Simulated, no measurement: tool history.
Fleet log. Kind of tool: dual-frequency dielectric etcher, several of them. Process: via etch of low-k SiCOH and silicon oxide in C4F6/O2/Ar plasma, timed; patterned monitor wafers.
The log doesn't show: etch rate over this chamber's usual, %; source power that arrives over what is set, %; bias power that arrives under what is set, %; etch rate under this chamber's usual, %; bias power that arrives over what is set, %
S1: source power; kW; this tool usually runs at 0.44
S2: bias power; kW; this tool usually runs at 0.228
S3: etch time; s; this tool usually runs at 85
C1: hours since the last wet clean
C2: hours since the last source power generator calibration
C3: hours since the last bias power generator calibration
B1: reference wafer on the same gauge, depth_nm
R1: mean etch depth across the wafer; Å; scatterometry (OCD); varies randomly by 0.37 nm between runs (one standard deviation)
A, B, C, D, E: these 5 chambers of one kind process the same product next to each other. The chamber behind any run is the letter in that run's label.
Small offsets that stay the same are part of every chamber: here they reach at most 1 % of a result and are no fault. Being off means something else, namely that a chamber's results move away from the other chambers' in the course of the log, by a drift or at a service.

{"run": "1E", "day": 0.175, "S1": 0.44, "S2": 0.228, "S3": 85, "C1": 679.4, "C2": 3453.8, "C3": 531.7, "B1": 226.01, "R1": 2654.1}
{"run": "2B", "day": 0.358, "S1": 0.44, "S2": 0.228, "S3": 85, "C1": 128.3, "C2": 810.4, "C3": 108.6, "B1": 225.94, "R1": 2686.8}
{"day": 0.492, "done": "chamber E: wet clean of the chamber"}
{"run": "3C", "day": 0.55, "S1": 0.44, "S2": 0.228, "S3": 85, "C1": 65, "C2": 2115.6, "C3": 2358.2, "B1": 225.89, "R1": 2643.8}
{"run": "4D", "day": 0.654, "S1": 0.44, "S2": 0.228, "S3": 85, "C1": 135.7, "C2": 3633.8, "C3": 359.4, "B1": 225.94, "R1": 2652.2}
{"run": "5A", "day": 0.875, "S1": 0.44, "S2": 0.228, "S3": 85, "C1": 131.8, "C2": 825.8, "C3": 986.1, "B1": 225.78, "R1": 2655.8}
{"run": "6A", "day": 1.096, "S1": 0.44, "S2": 0.228, "S3": 85, "C1": 137.1, "C2": 831.1, "C3": 991.4, "B1": 225.73, "R1": 2653.1}
{"run": "7E", "day": 1.279, "S1": 0.44, "S2": 0.228, "S3": 85, "C1": 19, "C2": 3480.3, "C3": 558.2, "B1": 225.68, "R1": 2651.4}
{"run": "8C", "day": 1.488, "S1": 0.44, "S2": 0.228, "S3": 85, "C1": 87.5, "C2": 2138.1, "C3": 2380.7, "B1": 225.63, "R1": 2647.9}
{"run": "9B", "day": 1.7, "S1": 0.44, "S2": 0.228, "S3": 85, "C1": 160.5, "C2": 842.6, "C3": 140.8, "B1": 225.55, "R1": 2686.1}
{"run": "10D", "day": 1.854, "S1": 0.44, "S2": 0.228, "S3": 85, "C1": 164.5, "C2": 3662.6, "C3": 388.2, "B1": 225.55, "R1": 2651}
{"run": "11A", "day": 1.975, "S1": 0.44, "S2": 0.228, "S3": 85, "C1": 158.2, "C2": 852.2, "C3": 1012.5, "B1": 225.5, "R1": 2650.2}
{"run": "12E", "day": 2.167, "S1": 0.44, "S2": 0.228, "S3": 108, "C1": 40.3, "C2": 3501.6, "C3": 579.5, "B1": 225.55, "R1": 3354.2}
{"run": "13B", "day": 2.271, "S1": 0.44, "S2": 0.228, "S3": 108, "C1": 174.2, "C2": 856.3, "C3": 154.5, "B1": 225.4, "R1": 3404.8}
{"run": "14C", "day": 2.496, "S1": 0.44, "S2": 0.228, "S3": 108, "C1": 111.7, "C2": 2162.3, "C3": 2404.9, "B1": 225.45, "R1": 3357.5}
{"run": "15D", "day": 2.675, "S1": 0.44, "S2": 0.228, "S3": 108, "C1": 184.2, "C2": 3682.3, "C3": 407.9, "B1": 225.35, "R1": 3372.9}
{"run": "16B", "day": 2.842, "S1": 0.44, "S2": 0.228, "S3": 108, "C1": 187.9, "C2": 870, "C3": 168.2, "B1": 225.32, "R1": 3407.5}
{"run": "17C", "day": 3.067, "S1": 0.44, "S2": 0.256, "S3": 62.5, "C1": 125.4, "C2": 2176, "C3": 2418.6, "B1": 225.22, "R1": 2018.1}
{"run": "18A", "day": 3.175, "S1": 0.44, "S2": 0.256, "S3": 62.5, "C1": 187, "C2": 881, "C3": 1041.3, "B1": 225.19, "R1": 2022.8}
{"run": "19E", "day": 3.288, "S1": 0.44, "S2": 0.256, "S3": 62.5, "C1": 67.2, "C2": 3528.5, "C3": 606.4, "B1": 225.14, "R1": 2017.8}
{"run": "20D", "day": 3.412, "S1": 0.44, "S2": 0.256, "S3": 62.5, "C1": 201.9, "C2": 3700, "C3": 425.6, "B1": 225.2, "R1": 2018.5}
{"run": "21A", "day": 3.517, "S1": 0.44, "S2": 0.256, "S3": 62.5, "C1": 195.2, "C2": 889.2, "C3": 1049.5, "B1": 225.19, "R1": 2027}
{"run": "22D", "day": 3.65, "S1": 0.44, "S2": 0.228, "S3": 85, "C1": 207.6, "C2": 3705.7, "C3": 431.3, "B1": 225.13, "R1": 2644.9}
{"run": "23C", "day": 3.867, "S1": 0.44, "S2": 0.228, "S3": 85, "C1": 144.6, "C2": 2195.2, "C3": 2437.8, "B1": 225.1, "R1": 2639.5}
{"run": "24E", "day": 4.088, "S1": 0.44, "S2": 0.228, "S3": 85, "C1": 86.4, "C2": 3547.7, "C3": 625.6, "B1": 225.02, "R1": 2644.8}
{"run": "25B", "day": 4.229, "S1": 0.44, "S2": 0.228, "S3": 85, "C1": 221.2, "C2": 903.3, "C3": 201.5, "B1": 225.02, "R1": 2680.7}
{"run": "26C", "day": 4.442, "S1": 0.44, "S2": 0.228, "S3": 85, "C1": 158.4, "C2": 2209, "C3": 2451.6, "B1": 224.98, "R1": 2633.7}
{"run": "27A", "day": 4.621, "S1": 0.44, "S2": 0.228, "S3": 85, "C1": 221.7, "C2": 915.7, "C3": 1076, "B1": 224.92, "R1": 2643.5}
{"run": "28B", "day": 4.775, "S1": 0.44, "S2": 0.228, "S3": 85, "C1": 234.3, "C2": 916.4, "C3": 214.6, "B1": 224.85, "R1": 2675.5}
{"run": "29E", "day": 4.962, "S1": 0.44, "S2": 0.228, "S3": 85, "C1": 107.4, "C2": 3568.7, "C3": 646.6, "B1": 224.85, "R1": 2636.5}
{"run": "30D", "day": 5.096, "S1": 0.44, "S2": 0.228, "S3": 85, "C1": 242.3, "C2": 3740.4, "C3": 466, "B1": 224.8, "R1": 2639.5}
{"run": "31B", "day": 5.279, "S1": 0.44, "S2": 0.228, "S3": 85, "C1": 246.4, "C2": 928.5, "C3": 226.7, "B1": 224.75, "R1": 2677.1}

Next, every chamber runs the same settings. What will each give?
{"run": "32A", "day": 5.442, "S1": 0.44, "S2": 0.228, "S3": 85, "R1": "?"}
{"run": "32B", "day": 5.442, "S1": 0.44, "S2": 0.228, "S3": 85, "R1": "?"}
{"run": "32C", "day": 5.442, "S1": 0.44, "S2": 0.228, "S3": 85, "R1": "?"}
{"run": "32D", "day": 5.442, "S1": 0.44, "S2": 0.228, "S3": 85, "R1": "?"}
{"run": "32E", "day": 5.442, "S1": 0.44, "S2": 0.228, "S3": 85, "R1": "?"}

run=32A R1=2649.2
run=32B R1=2667.2
run=32C R1=2638
run=32D R1=2643.3
run=32E R1=2633.2

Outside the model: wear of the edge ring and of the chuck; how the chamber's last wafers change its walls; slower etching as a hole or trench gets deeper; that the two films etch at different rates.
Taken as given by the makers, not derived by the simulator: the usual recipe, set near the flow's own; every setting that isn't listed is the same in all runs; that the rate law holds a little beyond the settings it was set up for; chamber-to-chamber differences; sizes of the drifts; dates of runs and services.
